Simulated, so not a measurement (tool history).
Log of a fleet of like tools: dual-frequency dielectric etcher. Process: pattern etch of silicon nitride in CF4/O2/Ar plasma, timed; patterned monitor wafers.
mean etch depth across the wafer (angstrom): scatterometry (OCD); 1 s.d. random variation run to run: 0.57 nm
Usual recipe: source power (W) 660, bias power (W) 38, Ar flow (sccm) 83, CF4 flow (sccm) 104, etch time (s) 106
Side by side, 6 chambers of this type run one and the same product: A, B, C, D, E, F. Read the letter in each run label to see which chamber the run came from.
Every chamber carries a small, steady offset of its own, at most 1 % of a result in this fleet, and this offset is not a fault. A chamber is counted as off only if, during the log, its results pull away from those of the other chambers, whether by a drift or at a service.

| run | hour | source power (W) | bias power (W) | Ar flow (sccm) | CF4 flow (sccm) | etch time (s) | read-back reference wafer on the same gauge, depth_nm | mean etch depth across the wafer (angstrom) |
|---|---|---|---|---|---|---|---|---|
| 1C | 11.5 | 660 | 38 | 83 | 104 | 106 | 237.21 | 2396.2 |
| 2F | 17.8 | 660 | 38 | 83 | 104 | 106 | 236.9 | 2405.7 |
|  | 24.7 | chamber A: wet clean of the chamber |
|  | 28 | chamber A: source power generator calibrated |
| 3A | 29.8 | 660 | 38 | 83 | 104 | 106 | 237.12 | 2380.9 |
| 4D | 42.3 | 660 | 38 | 83 | 104 | 106 | 237.04 | 2395.1 |
|  | 47.2 | chamber A: CF4 flow controller replaced |
| 5E | 48.6 | 570 | 38 | 83 | 104 | 106 | 237.08 | 2083.3 |
| 6B | 57.5 | 570 | 38 | 83 | 104 | 106 | 237.05 | 2114.9 |
| 7B | 68.7 | 570 | 38 | 83 | 104 | 106 | 236.87 | 2113.4 |
| 8C | 76.8 | 570 | 38 | 83 | 104 | 106 | 237.08 | 2093.1 |
| 9D | 89.1 | 570 | 38 | 83 | 104 | 106 | 237.07 | 2114.3 |
| 10F | 99.7 | 570 | 38 | 83 | 104 | 106 | 237.05 | 2116.2 |
| 11A | 110.7 | 660 | 38 | 83 | 104 | 106 | 237.04 | 2388.5 |
| 12E | 117.2 | 660 | 38 | 83 | 104 | 106 | 237.01 | 2375.2 |
| 13F | 128.3 | 660 | 38 | 83 | 104 | 106 | 237 | 2408.1 |
| 14B | 136 | 660 | 38 | 83 | 104 | 106 | 236.97 | 2396.3 |
| 15C | 145.5 | 660 | 38 | 83 | 104 | 106 | 236.96 | 2389.9 |
| 16A | 154.4 | 660 | 38 | 83 | 104 | 106 | 237.02 | 2385.6 |
| 17E | 166.1 | 660 | 38 | 83 | 104 | 106 | 237 | 2372.9 |
| 18D | 173.2 | 660 | 38 | 83 | 104 | 106 | 236.94 | 2391.6 |
|  | 180.2 | chamber E: wet clean of the chamber |
| 19D | 182.6 | 660 | 38 | 83 | 104 | 106 | 237.15 | 2394.7 |
| 20E | 194.6 | 560 | 46 | 83 | 104 | 106 | 237.05 | 2196.4 |
|  | 204.9 | chamber D: wet clean of the chamber |
| 21A | 208.1 | 560 | 46 | 83 | 104 | 106 | 237.03 | 2217.1 |
| 22F | 218.5 | 560 | 46 | 83 | 104 | 106 | 237.11 | 2226.1 |
| 23B | 229.3 | 560 | 46 | 83 | 104 | 106 | 236.93 | 2218.9 |
| 24C | 241.1 | 560 | 46 | 83 | 104 | 106 | 237.14 | 2205.3 |
| 25D | 251.6 | 560 | 46 | 83 | 104 | 106 | 236.88 | 2219.3 |
|  | 256.1 | chamber F: Ar flow controller replaced |
| 26A | 262.2 | 660 | 38 | 83 | 104 | 106 | 236.91 | 2375.3 |
| 27E | 272.8 | 660 | 38 | 83 | 104 | 106 | 236.99 | 2378.5 |
| 28F | 279.3 | 660 | 38 | 83 | 104 | 106 | 237.17 | 2412.4 |
| 29B | 287 | 660 | 38 | 83 | 104 | 106 | 236.89 | 2399.2 |
| 30C | 300.2 | 660 | 38 | 83 | 104 | 106 | 237.08 | 2397.6 |
| 31A | 307.6 | 590 | 38 | 83 | 104 | 106 | 237.01 | 2154.8 |
|  | 313.1 | chamber C: wet clean of the chamber |
| 32F | 314.4 | 590 | 38 | 83 | 104 | 106 | 237.06 | 2174.8 |
| 33B | 323.9 | 590 | 38 | 83 | 104 | 106 | 237.11 | 2170.6 |
| 34E | 330.9 | 590 | 38 | 83 | 104 | 106 | 237 | 2151.5 |
| 35C | 344.6 | 590 | 38 | 83 | 104 | 106 | 237.01 | 2164.3 |
| 36D | 355.1 | 590 | 38 | 83 | 104 | 106 | 237.02 | 2168.1 |

All chambers now run identical settings, listed one chamber a line with results as question marks. What results will each chamber show?
| 37A | 365 | 660 | 38 | 83 | 104 | 106 |  | ? |
| 37B | 365 | 660 | 38 | 83 | 104 | 106 |  | ? |
| 37C | 365 | 660 | 38 | 83 | 104 | 106 |  | ? |
| 37D | 365 | 660 | 38 | 83 | 104 | 106 |  | ? |
| 37E | 365 | 660 | 38 | 83 | 104 | 106 |  | ? |
| 37F | 365 | 660 | 38 | 83 | 104 | 106 |  | ? |

| run | mean etch depth across the wafer (angstrom) |
|---|---|
| 37A | 2375.5 |
| 37B | 2400.2 |
| 37C | 2391.4 |
| 37D | 2397.7 |
| 37E | 2380.4 |
| 37F | 2408.8 |

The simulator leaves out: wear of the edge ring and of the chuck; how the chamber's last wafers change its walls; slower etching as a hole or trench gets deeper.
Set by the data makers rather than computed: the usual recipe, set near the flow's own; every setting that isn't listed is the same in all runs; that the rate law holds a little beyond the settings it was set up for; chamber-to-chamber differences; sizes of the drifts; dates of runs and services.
